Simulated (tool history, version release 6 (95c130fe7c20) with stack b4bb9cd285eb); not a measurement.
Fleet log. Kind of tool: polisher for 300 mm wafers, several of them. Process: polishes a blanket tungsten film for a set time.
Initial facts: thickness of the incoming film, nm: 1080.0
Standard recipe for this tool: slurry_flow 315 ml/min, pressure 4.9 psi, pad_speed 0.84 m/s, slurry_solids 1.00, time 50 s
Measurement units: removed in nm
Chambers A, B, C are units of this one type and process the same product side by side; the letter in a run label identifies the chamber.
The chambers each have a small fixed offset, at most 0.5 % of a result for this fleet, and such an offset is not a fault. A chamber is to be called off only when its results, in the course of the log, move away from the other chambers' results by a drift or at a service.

| run | hour | slurry_flow | pressure | pad_speed | slurry_solids | time | removed |
|---|---|---|---|---|---|---|---|
|  | 7.4 | chamber A: worn pad replaced by a new one |
| 1A | 8.8 | 315 | 4.9 | 0.84 | 1.00 | 50 | 220.95 |
|  | 15.4 | chamber B: worn pad replaced by a new one |
| 2C | 19.8 | 315 | 4.9 | 0.84 | 1.00 | 50 | 219.34 |
|  | 21.4 | chamber B: slurry blender recalibrated |
|  | 32.0 | chamber B: slurry tank refilled with fresh slurry and peroxide |
| 3B | 33.5 | 315 | 4.9 | 0.84 | 1.00 | 50 | 213.40 |
|  | 36.5 | chamber A: slurry tank refilled with fresh slurry and peroxide |
| 4A | 41.6 | 315 | 4.9 | 0.84 | 1.00 | 50 | 222.30 |
|  | 42.9 | chamber C: slurry blender recalibrated |
| 5B | 49.4 | 315 | 4.9 | 0.84 | 1.00 | 50 | 218.72 |
|  | 51.7 | chamber C: worn pad replaced by a new one |
| 6C | 60.0 | 315 | 4.9 | 0.84 | 1.00 | 50 | 222.65 |
| 7C | 71.9 | 315 | 4.9 | 0.84 | 1.00 | 50 | 213.55 |
|  | 83.1 | chamber B: worn pad replaced by a new one |
| 8A | 84.4 | 315 | 4.9 | 0.84 | 1.00 | 50 | 218.53 |
|  | 92.3 | chamber C: slurry nozzle cleaned |
| 9B | 94.5 | 315 | 4.9 | 0.84 | 1.00 | 50 | 218.85 |
| 10A | 108.1 | 315 | 4.9 | 0.84 | 1.00 | 50 | 223.25 |
| 11C | 116.2 | 315 | 4.9 | 0.84 | 1.00 | 50 | 217.03 |
|  | 119.7 | chamber A: worn pad replaced by a new one |
| 12B | 128.3 | 315 | 4.9 | 0.84 | 1.00 | 50 | 220.77 |
|  | 130.2 | chamber C: worn pad replaced by a new one |
| 13C | 141.9 | 315 | 4.9 | 0.84 | 1.00 | 50 | 218.16 |
| 14A | 154.2 | 315 | 4.9 | 0.84 | 1.25 | 50 | 232.59 |
|  | 160.1 | chamber B: worn pad replaced by a new one |
| 15B | 163.7 | 315 | 4.9 | 0.84 | 1.25 | 50 | 236.20 |
| 16C | 174.1 | 315 | 4.9 | 0.84 | 1.25 | 50 | 228.26 |
|  | 175.7 | chamber A: slurry blender recalibrated |
|  | 178.9 | chamber A: slurry tank refilled with fresh slurry and peroxide |
| 17A | 186.4 | 315 | 4.9 | 0.84 | 1.00 | 50 | 220.66 |
|  | 192.6 | chamber B: slurry blender recalibrated |
| 18B | 198.8 | 315 | 4.9 | 0.84 | 1.00 | 50 | 226.59 |
|  | 207.7 | chamber C: worn pad replaced by a new one |
| 19A | 210.5 | 315 | 4.9 | 0.84 | 1.00 | 50 | 222.03 |
|  | 214.7 | chamber A: worn pad replaced by a new one |
| 20B | 218.1 | 370 | 4.9 | 0.74 | 1.00 | 50 | 192.30 |
|  | 223.3 | chamber B: worn pad replaced by a new one |
| 21C | 226.5 | 370 | 4.9 | 0.74 | 1.00 | 50 | 189.09 |
| 22C | 233.6 | 370 | 4.9 | 0.74 | 1.00 | 50 | 185.11 |
| 23B | 241.6 | 315 | 4.9 | 0.84 | 1.00 | 50 | 221.16 |
| 24A | 247.8 | 315 | 4.9 | 0.84 | 1.00 | 50 | 221.54 |
|  | 249.0 | chamber B: slurry tank refilled with fresh slurry and peroxide |
| 25A | 260.5 | 315 | 4.9 | 0.84 | 1.00 | 50 | 220.50 |
| 26C | 266.9 | 315 | 4.9 | 0.84 | 1.00 | 50 | 200.29 |
|  | 277.5 | chamber C: worn pad replaced by a new one |
| 27B | 280.5 | 280 | 4.9 | 0.84 | 0.85 | 50 | 214.87 |
| 28B | 292.4 | 280 | 4.9 | 0.84 | 0.85 | 50 | 208.18 |
|  | 300.6 | chamber B: worn pad replaced by a new one |
| 29A | 302.4 | 280 | 4.9 | 0.84 | 0.85 | 50 | 211.92 |
| 30C | 308.8 | 315 | 4.9 | 0.84 | 1.00 | 50 | 195.32 |
| 31C | 316.6 | 315 | 4.9 | 1.02 | 1.00 | 33 | 154.64 |
|  | 321.2 | chamber A: slurry tank refilled with fresh slurry and peroxide |
|  | 325.1 | chamber A: worn pad replaced by a new one |
| 32B | 327.2 | 315 | 4.9 | 1.02 | 1.00 | 33 | 178.15 |
| 33A | 333.5 | 315 | 4.9 | 1.02 | 1.00 | 33 | 177.49 |
| 34B | 341.2 | 415 | 4.9 | 0.84 | 1.00 | 39 | 175.95 |
|  | 347.3 | chamber C: worn pad replaced by a new one |
| 35C | 347.9 | 415 | 4.9 | 0.84 | 1.00 | 39 | 148.56 |
| 36A | 357.6 | 415 | 4.9 | 0.84 | 1.00 | 39 | 179.75 |

Does one chamber stand apart from the rest, does the shared gauge drift, or is all well apart from small per-chamber offsets? Give the chamber and the most likely cause, where there is one.

It is chamber C that slowly wanders off from its peers.
Likeliest cause: peroxide lost from the slurry, % = 37.2.

Here are 4 candidates for chamber C's next run, each the usual settings with a change, their results left as question marks. Which one brings its results back in line with what the others give on the usual settings?
To be in line, a result may differ from the other chambers' mean on the usual settings by at most: removed 10.00 nm
| 37C-1 | 367.5 | 315 | 4.8 | 0.82 | 1.00 | 49 | ? |
| 37C-2 | 367.5 | 315 | 4.1 | 0.84 | 1.00 | 50 | ? |
| 37C-3 | 367.5 | 315 | 5.2 | 0.90 | 1.00 | 53 | ? |
| 37C-4 | 367.5 | 315 | 4.9 | 0.84 | 1.00 | 54 | ? |

Usual-settings mean across the other chambers: removed 221.56 nm
| run | removed |
|---|---|
| 37C-1 | 172.99 |
| 37C-2 | 154.68 |
| 37C-3 | 222.25 |
| 37C-4 | 199.31 |
With 37C-3, the chamber falls back in line with the rest.
